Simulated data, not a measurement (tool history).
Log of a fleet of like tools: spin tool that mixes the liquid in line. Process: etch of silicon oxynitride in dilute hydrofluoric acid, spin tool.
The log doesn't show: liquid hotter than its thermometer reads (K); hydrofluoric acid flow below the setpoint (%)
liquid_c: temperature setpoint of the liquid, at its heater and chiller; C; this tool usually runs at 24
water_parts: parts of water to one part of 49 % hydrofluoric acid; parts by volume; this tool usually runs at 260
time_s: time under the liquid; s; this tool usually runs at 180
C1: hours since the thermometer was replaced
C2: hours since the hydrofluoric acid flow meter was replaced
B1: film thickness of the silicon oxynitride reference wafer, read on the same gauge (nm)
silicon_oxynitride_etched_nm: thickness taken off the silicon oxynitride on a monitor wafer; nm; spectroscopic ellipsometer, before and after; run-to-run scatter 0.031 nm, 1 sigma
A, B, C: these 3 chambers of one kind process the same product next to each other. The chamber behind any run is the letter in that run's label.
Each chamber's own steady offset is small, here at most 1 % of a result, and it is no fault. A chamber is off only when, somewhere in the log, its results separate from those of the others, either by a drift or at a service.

run 1B day=0.45 | liquid_c=24 water_parts=260 time_s=180 | C1=1130.3 C2=281.6 | B1=60.003 | silicon_oxynitride_etched_nm=2.8018
-- day=0.521 chamber A: hydrofluoric acid flow meter replaced
run 2C day=0.762 | liquid_c=24 water_parts=260 time_s=180 | C1=126.7 C2=1928.6 | B1=60 | silicon_oxynitride_etched_nm=2.818
run 3A day=1.129 | liquid_c=24 water_parts=260 time_s=180 | C1=1154.3 C2=14.6 | B1=60.007 | silicon_oxynitride_etched_nm=2.7886
run 4B day=1.496 | liquid_c=24 water_parts=260 time_s=180 | C1=1155.4 C2=306.7 | B1=59.995 | silicon_oxynitride_etched_nm=2.8453
run 5C day=2.012 | liquid_c=24 water_parts=260 time_s=180 | C1=156.7 C2=1958.6 | B1=60.017 | silicon_oxynitride_etched_nm=2.8647
run 6A day=2.458 | liquid_c=24 water_parts=260 time_s=220 | C1=1186.2 C2=46.5 | B1=60.026 | silicon_oxynitride_etched_nm=3.44
run 7C day=2.896 | liquid_c=24 water_parts=260 time_s=220 | C1=177.9 C2=1979.8 | B1=60.02 | silicon_oxynitride_etched_nm=3.5346
run 8B day=3.412 | liquid_c=24 water_parts=260 time_s=220 | C1=1201.4 C2=352.7 | B1=60.006 | silicon_oxynitride_etched_nm=3.4557
run 9A day=3.762 | liquid_c=24 water_parts=260 time_s=180 | C1=1217.5 C2=77.8 | B1=60 | silicon_oxynitride_etched_nm=2.8233
run 10B day=4.158 | liquid_c=24 water_parts=260 time_s=180 | C1=1219.3 C2=370.6 | B1=60.008 | silicon_oxynitride_etched_nm=2.806
run 11A day=4.454 | liquid_c=24 water_parts=260 time_s=180 | C1=1234.1 C2=94.4 | B1=60.003 | silicon_oxynitride_etched_nm=2.8558
run 12C day=4.975 | liquid_c=24 water_parts=260 time_s=180 | C1=227.8 C2=2029.7 | B1=59.99 | silicon_oxynitride_etched_nm=2.9241
run 13B day=5.371 | liquid_c=21 water_parts=260 time_s=230 | C1=1248.4 C2=399.7 | B1=59.998 | silicon_oxynitride_etched_nm=3.0569
run 14C day=5.6 | liquid_c=21 water_parts=260 time_s=230 | C1=242.8 C2=2044.7 | B1=59.983 | silicon_oxynitride_etched_nm=3.1963
run 15A day=5.954 | liquid_c=21 water_parts=260 time_s=230 | C1=1270.1 C2=130.4 | B1=60.028 | silicon_oxynitride_etched_nm=3.1694
run 16A day=6.296 | liquid_c=24 water_parts=260 time_s=180 | C1=1278.3 C2=138.6 | B1=59.984 | silicon_oxynitride_etched_nm=2.7736
run 17C day=6.533 | liquid_c=24 water_parts=260 time_s=180 | C1=265.2 C2=2067.1 | B1=60.001 | silicon_oxynitride_etched_nm=2.8061
run 18B day=6.921 | liquid_c=24 water_parts=260 time_s=180 | C1=1285.6 C2=436.9 | B1=59.993 | silicon_oxynitride_etched_nm=2.6834
run 19A day=7.421 | liquid_c=27.5 water_parts=260 time_s=180 | C1=1305.3 C2=165.6 | B1=59.996 | silicon_oxynitride_etched_nm=3.2554
run 20B day=7.912 | liquid_c=27.5 water_parts=260 time_s=180 | C1=1309.4 C2=460.7 | B1=59.978 | silicon_oxynitride_etched_nm=3.0446
run 21C day=8.325 | liquid_c=27.5 water_parts=260 time_s=180 | C1=308.2 C2=2110.1 | B1=60.02 | silicon_oxynitride_etched_nm=3.3191
run 22C day=8.612 | liquid_c=24 water_parts=260 time_s=180 | C1=315.1 C2=2117 | B1=59.981 | silicon_oxynitride_etched_nm=2.899
run 23B day=9.096 | liquid_c=24 water_parts=260 time_s=180 | C1=1337.8 C2=489.1 | B1=60.001 | silicon_oxynitride_etched_nm=2.6085
run 24A day=9.612 | liquid_c=24 water_parts=260 time_s=180 | C1=1357.9 C2=218.2 | B1=59.997 | silicon_oxynitride_etched_nm=2.7635
run 25B day=9.879 | liquid_c=24 water_parts=260 time_s=180 | C1=1356.6 C2=507.9 | B1=60.016 | silicon_oxynitride_etched_nm=2.6119
run 26C day=10.338 | liquid_c=24 water_parts=260 time_s=180 | C1=356.5 C2=2158.4 | B1=59.998 | silicon_oxynitride_etched_nm=2.8544

Is one chamber off against the others, does the gauge drift, or is nothing wrong? If a chamber is off, say which, and what the likeliest cause is.

Little by little, chamber B moves away from the other chambers.
What lies behind it: hydrofluoric acid flow below the setpoint (%) = 9.2.
From this log alone, it may not be told apart from: liquid colder than its thermometer reads (K).

Here are 4 candidates for chamber B's next run, each the usual settings with a change, their results left as question marks. Which one brings its results back in line with what the others give on the usual settings?
A result is in line if it is within this distance of the other chambers' mean on the usual settings: silicon_oxynitride_etched_nm 0.11 nm
run 27B-1 day=10.717 | liquid_c=24 water_parts=265 time_s=180 | silicon_oxynitride_etched_nm=?
run 27B-2 day=10.717 | liquid_c=25 water_parts=260 time_s=180 | silicon_oxynitride_etched_nm=?
run 27B-3 day=10.717 | liquid_c=24 water_parts=260 time_s=160 | silicon_oxynitride_etched_nm=?
run 27B-4 day=10.717 | liquid_c=24 water_parts=250 time_s=190 | silicon_oxynitride_etched_nm=?

Average result of the remaining chambers running the usual settings: silicon_oxynitride_etched_nm 2.8306 nm
run=27B-1 silicon_oxynitride_etched_nm=2.4947
run=27B-2 silicon_oxynitride_etched_nm=2.6608
run=27B-3 silicon_oxynitride_etched_nm=2.268
run=27B-4 silicon_oxynitride_etched_nm=2.8205
The right change is 27B-4: it brings the chamber back within the allowed miss of the others.
